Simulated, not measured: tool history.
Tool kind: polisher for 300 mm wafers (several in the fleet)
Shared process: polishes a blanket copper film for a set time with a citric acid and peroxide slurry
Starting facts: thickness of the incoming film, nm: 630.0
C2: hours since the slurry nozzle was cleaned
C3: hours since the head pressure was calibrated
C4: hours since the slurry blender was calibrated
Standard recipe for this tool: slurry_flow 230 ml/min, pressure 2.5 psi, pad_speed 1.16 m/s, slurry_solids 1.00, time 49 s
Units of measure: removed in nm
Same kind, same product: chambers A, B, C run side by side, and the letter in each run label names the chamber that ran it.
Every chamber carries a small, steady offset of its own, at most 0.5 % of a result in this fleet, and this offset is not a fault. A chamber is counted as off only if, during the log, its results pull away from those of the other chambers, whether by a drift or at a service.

{"hour": 0.5, "done": "chamber C: worn pad replaced by a new one"}
{"run": "1B", "hour": 6.0, "slurry_flow": 230, "pressure": 2.5, "pad_speed": 1.16, "slurry_solids": 1.0, "time": 49, "wafers polished on this pad": 859, "C2": 322.3, "C3": 551.2, "C4": 131.6, "removed": 91.521}
{"run": "2A", "hour": 13.9, "slurry_flow": 230, "pressure": 2.5, "pad_speed": 1.16, "slurry_solids": 1.0, "time": 49, "wafers polished on this pad": 317, "C2": 326.5, "C3": 631.4, "C4": 112.7, "removed": 90.543}
{"run": "3C", "hour": 21.7, "slurry_flow": 230, "pressure": 2.5, "pad_speed": 1.16, "slurry_solids": 1.0, "time": 49, "wafers polished on this pad": 282, "C2": 130.4, "C3": 736.6, "C4": 107.6, "removed": 90.565}
{"hour": 25.4, "done": "chamber B: worn pad replaced by a new one"}
{"run": "4A", "hour": 28.4, "slurry_flow": 230, "pressure": 2.5, "pad_speed": 1.16, "slurry_solids": 1.0, "time": 49, "wafers polished on this pad": 510, "C2": 341.0, "C3": 645.9, "C4": 127.2, "removed": 91.514}
{"run": "5B", "hour": 36.2, "slurry_flow": 230, "pressure": 2.5, "pad_speed": 1.16, "slurry_solids": 1.0, "time": 49, "wafers polished on this pad": 144, "C2": 352.5, "C3": 581.4, "C4": 161.8, "removed": 90.373}
{"run": "6C", "hour": 42.8, "slurry_flow": 230, "pressure": 2.5, "pad_speed": 1.16, "slurry_solids": 1.0, "time": 49, "wafers polished on this pad": 562, "C2": 151.5, "C3": 757.7, "C4": 128.7, "removed": 90.834}
{"run": "7C", "hour": 47.6, "slurry_flow": 230, "pressure": 2.5, "pad_speed": 1.16, "slurry_solids": 1.0, "time": 49, "wafers polished on this pad": 626, "C2": 156.3, "C3": 762.5, "C4": 133.5, "removed": 89.824}
{"run": "8A", "hour": 53.2, "slurry_flow": 230, "pressure": 2.5, "pad_speed": 1.16, "slurry_solids": 1.1, "time": 41, "wafers polished on this pad": 840, "C2": 365.8, "C3": 670.7, "C4": 152.0, "removed": 78.205}
{"run": "9B", "hour": 59.6, "slurry_flow": 230, "pressure": 2.5, "pad_speed": 1.16, "slurry_solids": 1.1, "time": 41, "wafers polished on this pad": 455, "C2": 375.9, "C3": 604.8, "C4": 185.2, "removed": 77.532}
{"hour": 62.6, "done": "chamber C: worn pad replaced by a new one"}
{"run": "10B", "hour": 65.1, "slurry_flow": 230, "pressure": 2.5, "pad_speed": 1.16, "slurry_solids": 1.1, "time": 41, "wafers polished on this pad": 528, "C2": 381.4, "C3": 610.3, "C4": 190.7, "removed": 77.657}
{"run": "11C", "hour": 69.9, "slurry_flow": 230, "pressure": 2.5, "pad_speed": 1.16, "slurry_solids": 1.0, "time": 49, "wafers polished on this pad": 97, "C2": 178.6, "C3": 784.8, "C4": 155.8, "removed": 90.077}
{"hour": 71.2, "done": "chamber A: worn pad replaced by a new one"}
{"run": "12A", "hour": 77.7, "slurry_flow": 230, "pressure": 2.5, "pad_speed": 1.16, "slurry_solids": 1.0, "time": 49, "wafers polished on this pad": 86, "C2": 390.3, "C3": 695.2, "C4": 176.5, "removed": 90.62}
{"run": "13B", "hour": 82.4, "slurry_flow": 230, "pressure": 2.5, "pad_speed": 1.16, "slurry_solids": 1.0, "time": 49, "wafers polished on this pad": 758, "C2": 398.7, "C3": 627.6, "C4": 208.0, "removed": 89.806}
{"run": "14C", "hour": 87.8, "slurry_flow": 230, "pressure": 2.5, "pad_speed": 1.16, "slurry_solids": 1.0, "time": 49, "wafers polished on this pad": 335, "C2": 196.5, "C3": 802.7, "C4": 173.7, "removed": 91.29}
{"run": "15A", "hour": 94.0, "slurry_flow": 230, "pressure": 2.5, "pad_speed": 1.16, "slurry_solids": 0.85, "time": 58, "wafers polished on this pad": 303, "C2": 406.6, "C3": 711.5, "C4": 192.8, "removed": 103.09}
{"run": "16A", "hour": 100.4, "slurry_flow": 230, "pressure": 2.5, "pad_speed": 1.16, "slurry_solids": 0.85, "time": 58, "wafers polished on this pad": 388, "C2": 413.0, "C3": 717.9, "C4": 199.2, "removed": 103.06}
{"run": "17B", "hour": 106.6, "slurry_flow": 230, "pressure": 2.5, "pad_speed": 1.16, "slurry_solids": 0.85, "time": 58, "wafers polished on this pad": 1080, "C2": 422.9, "C3": 651.8, "C4": 232.2, "removed": 103.07}
{"run": "18C", "hour": 110.3, "slurry_flow": 230, "pressure": 2.5, "pad_speed": 0.84, "slurry_solids": 1.0, "time": 49, "wafers polished on this pad": 634, "C2": 219.0, "C3": 825.2, "C4": 196.2, "removed": 66.474}
{"hour": 113.6, "done": "chamber B: worn pad replaced by a new one"}
{"run": "19C", "hour": 114.6, "slurry_flow": 230, "pressure": 2.5, "pad_speed": 0.84, "slurry_solids": 1.0, "time": 49, "wafers polished on this pad": 691, "C2": 223.3, "C3": 829.5, "C4": 200.5, "removed": 66.19}
{"hour": 116.9, "done": "chamber C: slurry blender recalibrated"}
{"hour": 119.9, "done": "chamber A: head pressure recalibrated"}
{"hour": 121.3, "done": "chamber C: worn pad replaced by a new one"}
{"run": "20B", "hour": 121.4, "slurry_flow": 230, "pressure": 2.5, "pad_speed": 0.84, "slurry_solids": 1.0, "time": 49, "wafers polished on this pad": 104, "C2": 437.7, "C3": 666.6, "C4": 247.0, "removed": 64.318}
{"hour": 124.6, "done": "chamber C: slurry nozzle cleaned"}
{"run": "21A", "hour": 126.2, "slurry_flow": 230, "pressure": 2.5, "pad_speed": 1.16, "slurry_solids": 1.0, "time": 49, "wafers polished on this pad": 731, "C2": 438.8, "C3": 6.3, "C4": 225.0, "removed": 90.477}
{"run": "22B", "hour": 132.0, "slurry_flow": 230, "pressure": 2.5, "pad_speed": 1.16, "slurry_solids": 1.0, "time": 49, "wafers polished on this pad": 245, "C2": 448.3, "C3": 677.2, "C4": 257.6, "removed": 88.54}
{"run": "23C", "hour": 138.6, "slurry_flow": 230, "pressure": 2.5, "pad_speed": 1.16, "slurry_solids": 1.0, "time": 49, "wafers polished on this pad": 230, "C2": 14.1, "C3": 853.5, "C4": 21.8, "removed": 90.599}
{"run": "24A", "hour": 146.5, "slurry_flow": 230, "pressure": 2.5, "pad_speed": 1.16, "slurry_solids": 1.0, "time": 49, "wafers polished on this pad": 1001, "C2": 459.1, "C3": 26.6, "C4": 245.3, "removed": 89.906}
{"run": "25A", "hour": 154.2, "slurry_flow": 230, "pressure": 2.5, "pad_speed": 1.16, "slurry_solids": 1.0, "time": 49, "wafers polished on this pad": 1104, "C2": 466.8, "C3": 34.3, "C4": 253.0, "removed": 90.689}
{"run": "26C", "hour": 158.8, "slurry_flow": 230, "pressure": 2.5, "pad_speed": 1.16, "slurry_solids": 1.0, "time": 49, "wafers polished on this pad": 499, "C2": 34.3, "C3": 873.7, "C4": 42.0, "removed": 90.702}
{"hour": 159.8, "done": "chamber A: worn pad replaced by a new one"}
{"run": "27B", "hour": 163.5, "slurry_flow": 230, "pressure": 3.0, "pad_speed": 1.16, "slurry_solids": 1.2, "time": 49, "wafers polished on this pad": 664, "C2": 479.8, "C3": 708.7, "C4": 289.1, "removed": 109.35}
{"run": "28B", "hour": 171.2, "slurry_flow": 230, "pressure": 3.0, "pad_speed": 1.16, "slurry_solids": 1.2, "time": 49, "wafers polished on this pad": 767, "C2": 487.5, "C3": 716.4, "C4": 296.8, "removed": 109.27}
{"run": "29C", "hour": 176.0, "slurry_flow": 230, "pressure": 3.0, "pad_speed": 1.16, "slurry_solids": 1.2, "time": 49, "wafers polished on this pad": 728, "C2": 51.5, "C3": 890.9, "C4": 59.2, "removed": 112.61}
{"run": "30A", "hour": 182.4, "slurry_flow": 230, "pressure": 2.5, "pad_speed": 1.16, "slurry_solids": 1.0, "time": 49, "wafers polished on this pad": 300, "C2": 495.0, "C3": 62.5, "C4": 281.2, "removed": 91.566}
{"run": "31B", "hour": 187.4, "slurry_flow": 230, "pressure": 2.5, "pad_speed": 1.16, "slurry_solids": 1.0, "time": 49, "wafers polished on this pad": 982, "C2": 503.7, "C3": 732.6, "C4": 313.0, "removed": 86.611}
{"hour": 189.7, "done": "chamber C: worn pad replaced by a new one"}
{"run": "32A", "hour": 194.4, "slurry_flow": 230, "pressure": 2.5, "pad_speed": 1.16, "slurry_solids": 1.0, "time": 49, "wafers polished on this pad": 460, "C2": 507.0, "C3": 74.5, "C4": 293.2, "removed": 90.337}
{"run": "33C", "hour": 202.3, "slurry_flow": 230, "pressure": 2.5, "pad_speed": 1.16, "slurry_solids": 1.0, "time": 49, "wafers polished on this pad": 167, "C2": 77.8, "C3": 917.2, "C4": 85.5, "removed": 90.798}
{"hour": 205.5, "done": "chamber A: slurry nozzle cleaned"}
{"run": "34A", "hour": 206.2, "slurry_flow": 230, "pressure": 2.5, "pad_speed": 1.16, "slurry_solids": 1.0, "time": 49, "wafers polished on this pad": 617, "C2": 0.7, "C3": 86.3, "C4": 305.0, "removed": 91.066}
{"run": "35B", "hour": 211.8, "slurry_flow": 230, "pressure": 2.5, "pad_speed": 1.16, "slurry_solids": 1.0, "time": 49, "wafers polished on this pad": 1306, "C2": 528.1, "C3": 757.0, "C4": 337.4, "removed": 86.102}
{"run": "36C", "hour": 216.8, "slurry_flow": 230, "pressure": 2.5, "pad_speed": 1.16, "slurry_solids": 1.0, "time": 49, "wafers polished on this pad": 360, "C2": 92.3, "C3": 931.7, "C4": 100.0, "removed": 91.588}
{"run": "37C", "hour": 222.3, "slurry_flow": 230, "pressure": 2.5, "pad_speed": 1.16, "slurry_solids": 1.0, "time": 49, "wafers polished on this pad": 433, "C2": 97.8, "C3": 937.2, "C4": 105.5, "removed": 91.557}
{"hour": 228.2, "done": "chamber A: worn pad replaced by a new one"}
{"run": "38A", "hour": 228.2, "slurry_flow": 230, "pressure": 2.5, "pad_speed": 1.16, "slurry_solids": 1.0, "time": 49, "wafers polished on this pad": 0, "C2": 22.7, "C3": 108.3, "C4": 327.0, "removed": 90.588}

Is one chamber out of step, is the gauge drifting, or do the chambers differ by no more than their own small offsets? For an off chamber, give its letter and the likeliest cause.

It is chamber B that slowly wanders off from its peers.
Cause: slurry flow missing at the pad, % = 39.
The log may not tell that from: head's pressure below its setpoint, %; abrasive missing from the slurry, %.

Which of the 4 candidates below, each the usual settings with something changed and its results left as question marks, puts chamber B back in line with what the other chambers give on the usual settings?
A result is in line if it is within this distance of the other chambers' mean on the usual settings: removed 1.900 nm
{"run": "39B-1", "hour": 234.2, "slurry_flow": 165, "pressure": 2.5, "pad_speed": 1.16, "slurry_solids": 1.0, "time": 49, "removed": "?"}
{"run": "39B-2", "hour": 234.2, "slurry_flow": 230, "pressure": 2.5, "pad_speed": 1.3, "slurry_solids": 1.0, "time": 49, "removed": "?"}
{"run": "39B-3", "hour": 234.2, "slurry_flow": 230, "pressure": 2.6, "pad_speed": 1.18, "slurry_solids": 1.0, "time": 50, "removed": "?"}
{"run": "39B-4", "hour": 234.2, "slurry_flow": 230, "pressure": 2.4, "pad_speed": 1.12, "slurry_solids": 1.0, "time": 47, "removed": "?"}

Mean of the other chambers on the usual settings: removed 90.647 nm
run=39B-1 removed=78.557
run=39B-2 removed=94.529
run=39B-3 removed=91.074
run=39B-4 removed=75.247
The right change is 39B-3: it brings the chamber back within the allowed miss of the others.
